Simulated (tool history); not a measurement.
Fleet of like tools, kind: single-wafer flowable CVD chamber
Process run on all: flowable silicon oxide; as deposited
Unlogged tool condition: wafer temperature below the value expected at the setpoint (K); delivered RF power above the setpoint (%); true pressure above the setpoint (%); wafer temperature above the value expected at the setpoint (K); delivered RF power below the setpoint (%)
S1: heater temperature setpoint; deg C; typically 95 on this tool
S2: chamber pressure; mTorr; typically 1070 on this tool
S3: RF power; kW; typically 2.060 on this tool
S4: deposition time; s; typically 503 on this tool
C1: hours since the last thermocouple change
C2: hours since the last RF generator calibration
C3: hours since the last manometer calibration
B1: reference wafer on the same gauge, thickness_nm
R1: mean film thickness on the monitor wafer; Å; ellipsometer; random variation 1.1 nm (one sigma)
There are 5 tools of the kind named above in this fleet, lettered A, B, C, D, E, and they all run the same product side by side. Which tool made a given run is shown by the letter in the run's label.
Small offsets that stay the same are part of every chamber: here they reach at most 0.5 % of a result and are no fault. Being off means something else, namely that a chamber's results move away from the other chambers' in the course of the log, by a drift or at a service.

{"run": "1C", "day": 0.508, "S1": 95, "S2": 1070, "S3": 2.06, "S4": 503, "C1": 398.3, "C2": 500.6, "C3": 1081.7, "B1": 602.12, "R1": 5160.7}
{"run": "2A", "day": 0.962, "S1": 95, "S2": 1070, "S3": 2.06, "S4": 503, "C1": 427.3, "C2": 1148.8, "C3": 2197.6, "B1": 601.93, "R1": 5212.6}
{"run": "3D", "day": 1.221, "S1": 95, "S2": 1070, "S3": 2.06, "S4": 503, "C1": 241.9, "C2": 540.9, "C3": 1112.4, "B1": 601.85, "R1": 5161.9}
{"run": "4E", "day": 1.612, "S1": 95, "S2": 1070, "S3": 2.06, "S4": 503, "C1": 765.5, "C2": 415.1, "C3": 1749.4, "B1": 602.09, "R1": 5178.7}
{"run": "5B", "day": 2.112, "S1": 95, "S2": 1070, "S3": 2.06, "S4": 503, "C1": 1839.6, "C2": 1291.5, "C3": 241.7, "B1": 601.95, "R1": 5173.9}
{"run": "6B", "day": 2.6, "S1": 95, "S2": 1070, "S3": 1.92, "S4": 503, "C1": 1851.3, "C2": 1303.2, "C3": 253.4, "B1": 602.03, "R1": 5104.7}
{"run": "7E", "day": 3.096, "S1": 95, "S2": 1070, "S3": 1.92, "S4": 503, "C1": 801.1, "C2": 450.7, "C3": 1785.0, "B1": 601.98, "R1": 5102.9}
{"run": "8C", "day": 3.429, "S1": 95, "S2": 1070, "S3": 1.92, "S4": 503, "C1": 468.4, "C2": 570.7, "C3": 1151.8, "B1": 601.86, "R1": 5081.7}
{"run": "9A", "day": 3.662, "S1": 95, "S2": 1070, "S3": 1.92, "S4": 503, "C1": 492.1, "C2": 1213.6, "C3": 2262.4, "B1": 602.17, "R1": 5087.3}
{"run": "10D", "day": 3.912, "S1": 95, "S2": 1070, "S3": 1.92, "S4": 503, "C1": 306.5, "C2": 605.5, "C3": 1177.0, "B1": 601.5, "R1": 5119.0}
{"run": "11A", "day": 4.321, "S1": 95, "S2": 1070, "S3": 2.06, "S4": 503, "C1": 507.9, "C2": 1229.4, "C3": 2278.2, "B1": 602.09, "R1": 5203.1}
{"run": "12B", "day": 4.783, "S1": 95, "S2": 1070, "S3": 2.06, "S4": 503, "C1": 1903.7, "C2": 1355.6, "C3": 305.8, "B1": 602.11, "R1": 5166.9}
{"run": "13C", "day": 5.154, "S1": 95, "S2": 1070, "S3": 2.06, "S4": 503, "C1": 509.8, "C2": 612.1, "C3": 1193.2, "B1": 602.02, "R1": 5158.6}
{"day": 5.354, "done": "chamber B: thermocouple changed; heater temperature recalibrated"}
{"run": "14E", "day": 5.408, "S1": 95, "S2": 1070, "S3": 2.06, "S4": 503, "C1": 856.6, "C2": 506.2, "C3": 1840.5, "B1": 602.11, "R1": 5179.1}
{"day": 5.812, "done": "chamber A: capacitance manometer re-zeroed and calibrated"}
{"run": "15D", "day": 5.85, "S1": 95, "S2": 1070, "S3": 2.06, "S4": 503, "C1": 353.0, "C2": 652.0, "C3": 1223.5, "B1": 601.92, "R1": 5158.4}
{"run": "16C", "day": 6.312, "S1": 95, "S2": 1070, "S3": 2.06, "S4": 503, "C1": 537.6, "C2": 639.9, "C3": 1221.0, "B1": 601.76, "R1": 5164.2}
{"run": "17A", "day": 6.7, "S1": 95, "S2": 1070, "S3": 2.06, "S4": 503, "C1": 565.0, "C2": 1286.5, "C3": 21.4, "B1": 602.2, "R1": 5200.0}
{"run": "18D", "day": 7.046, "S1": 95, "S2": 1070, "S3": 2.06, "S4": 503, "C1": 381.7, "C2": 680.7, "C3": 1252.2, "B1": 602.18, "R1": 5193.4}
{"run": "19E", "day": 7.392, "S1": 95, "S2": 1070, "S3": 2.06, "S4": 503, "C1": 904.2, "C2": 553.8, "C3": 1888.1, "B1": 602.09, "R1": 5182.8}
{"run": "20B", "day": 7.908, "S1": 95, "S2": 1070, "S3": 2.06, "S4": 503, "C1": 61.3, "C2": 1430.6, "C3": 380.8, "B1": 602.08, "R1": 5082.5}
{"run": "21C", "day": 8.275, "S1": 95, "S2": 1070, "S3": 2.06, "S4": 503, "C1": 584.7, "C2": 687.0, "C3": 1268.1, "B1": 602.12, "R1": 5157.9}
{"run": "22D", "day": 8.767, "S1": 95, "S2": 1070, "S3": 2.06, "S4": 503, "C1": 423.0, "C2": 722.0, "C3": 1293.5, "B1": 601.83, "R1": 5180.8}
{"run": "23A", "day": 9.188, "S1": 95, "S2": 1070, "S3": 2.06, "S4": 503, "C1": 624.7, "C2": 1346.2, "C3": 81.1, "B1": 601.93, "R1": 5196.9}
{"run": "24E", "day": 9.479, "S1": 95, "S2": 1070, "S3": 2.06, "S4": 503, "C1": 954.3, "C2": 603.9, "C3": 1938.2, "B1": 602.2, "R1": 5165.3}
{"run": "25B", "day": 9.892, "S1": 95, "S2": 1070, "S3": 2.06, "S4": 503, "C1": 108.9, "C2": 1478.2, "C3": 428.4, "B1": 602.21, "R1": 5056.5}
{"run": "26C", "day": 10.283, "S1": 95, "S2": 1070, "S3": 2.06, "S4": 503, "C1": 632.9, "C2": 735.2, "C3": 1316.3, "B1": 602.15, "R1": 5155.6}
{"run": "27A", "day": 10.767, "S1": 95, "S2": 1070, "S3": 2.06, "S4": 503, "C1": 662.6, "C2": 1384.1, "C3": 119.0, "B1": 602.25, "R1": 5182.8}
{"day": 10.988, "done": "chamber E: capacitance manometer re-zeroed and calibrated"}
{"run": "28B", "day": 11.075, "S1": 95, "S2": 1070, "S3": 2.06, "S4": 503, "C1": 137.3, "C2": 1506.6, "C3": 456.8, "B1": 602.15, "R1": 5075.8}
{"run": "29D", "day": 11.467, "S1": 95, "S2": 1070, "S3": 2.06, "S4": 503, "C1": 487.8, "C2": 786.8, "C3": 1358.3, "B1": 602.05, "R1": 5194.1}
{"run": "30E", "day": 11.862, "S1": 95, "S2": 1070, "S3": 2.06, "S4": 503, "C1": 1011.5, "C2": 661.1, "C3": 21.1, "B1": 602.15, "R1": 5173.0}
{"run": "31C", "day": 12.354, "S1": 95, "S2": 1070, "S3": 2.06, "S4": 503, "C1": 682.6, "C2": 784.9, "C3": 1366.0, "B1": 602.0, "R1": 5149.0}
{"run": "32D", "day": 12.704, "S1": 95, "S2": 1070, "S3": 2.06, "S4": 503, "C1": 517.5, "C2": 816.5, "C3": 1388.0, "B1": 602.33, "R1": 5177.7}
{"run": "33B", "day": 13.046, "S1": 95, "S2": 1070, "S3": 2.06, "S4": 503, "C1": 184.6, "C2": 1553.9, "C3": 504.1, "B1": 601.99, "R1": 5085.5}
{"run": "34E", "day": 13.471, "S1": 90, "S2": 1070, "S3": 2.06, "S4": 561, "C1": 1050.1, "C2": 699.7, "C3": 59.7, "B1": 601.81, "R1": 6816.1}
{"day": 13.683, "done": "chamber D: capacitance manometer re-zeroed and calibrated"}
{"run": "35A", "day": 13.967, "S1": 90, "S2": 1070, "S3": 2.06, "S4": 561, "C1": 739.4, "C2": 1460.9, "C3": 195.8, "B1": 601.84, "R1": 6831.1}
{"run": "36E", "day": 14.246, "S1": 90, "S2": 1070, "S3": 2.06, "S4": 561, "C1": 1068.7, "C2": 718.3, "C3": 78.3, "B1": 602.16, "R1": 6824.0}
{"run": "37A", "day": 14.471, "S1": 90, "S2": 1070, "S3": 2.06, "S4": 561, "C1": 751.5, "C2": 1473.0, "C3": 207.9, "B1": 601.79, "R1": 6836.2}
{"run": "38D", "day": 14.875, "S1": 90, "S2": 1070, "S3": 2.06, "S4": 561, "C1": 569.6, "C2": 868.6, "C3": 28.6, "B1": 602.24, "R1": 6834.7}
{"run": "39C", "day": 15.125, "S1": 95, "S2": 1070, "S3": 2.06, "S4": 503, "C1": 749.1, "C2": 851.4, "C3": 1432.5, "B1": 602.21, "R1": 5151.8}

All chambers now run identical settings, listed one chamber a line with results as question marks. What results will each chamber show?
{"run": "40A", "day": 15.496, "S1": 95, "S2": 1070, "S3": 2.06, "S4": 503, "R1": "?"}
{"run": "40B", "day": 15.496, "S1": 95, "S2": 1070, "S3": 2.06, "S4": 503, "R1": "?"}
{"run": "40C", "day": 15.496, "S1": 95, "S2": 1070, "S3": 2.06, "S4": 503, "R1": "?"}
{"run": "40D", "day": 15.496, "S1": 95, "S2": 1070, "S3": 2.06, "S4": 503, "R1": "?"}
{"run": "40E", "day": 15.496, "S1": 95, "S2": 1070, "S3": 2.06, "S4": 503, "R1": "?"}

run=40A R1=5196.1
run=40B R1=5074.2
run=40C R1=5173.4
run=40D R1=5173.3
run=40E R1=5157.6
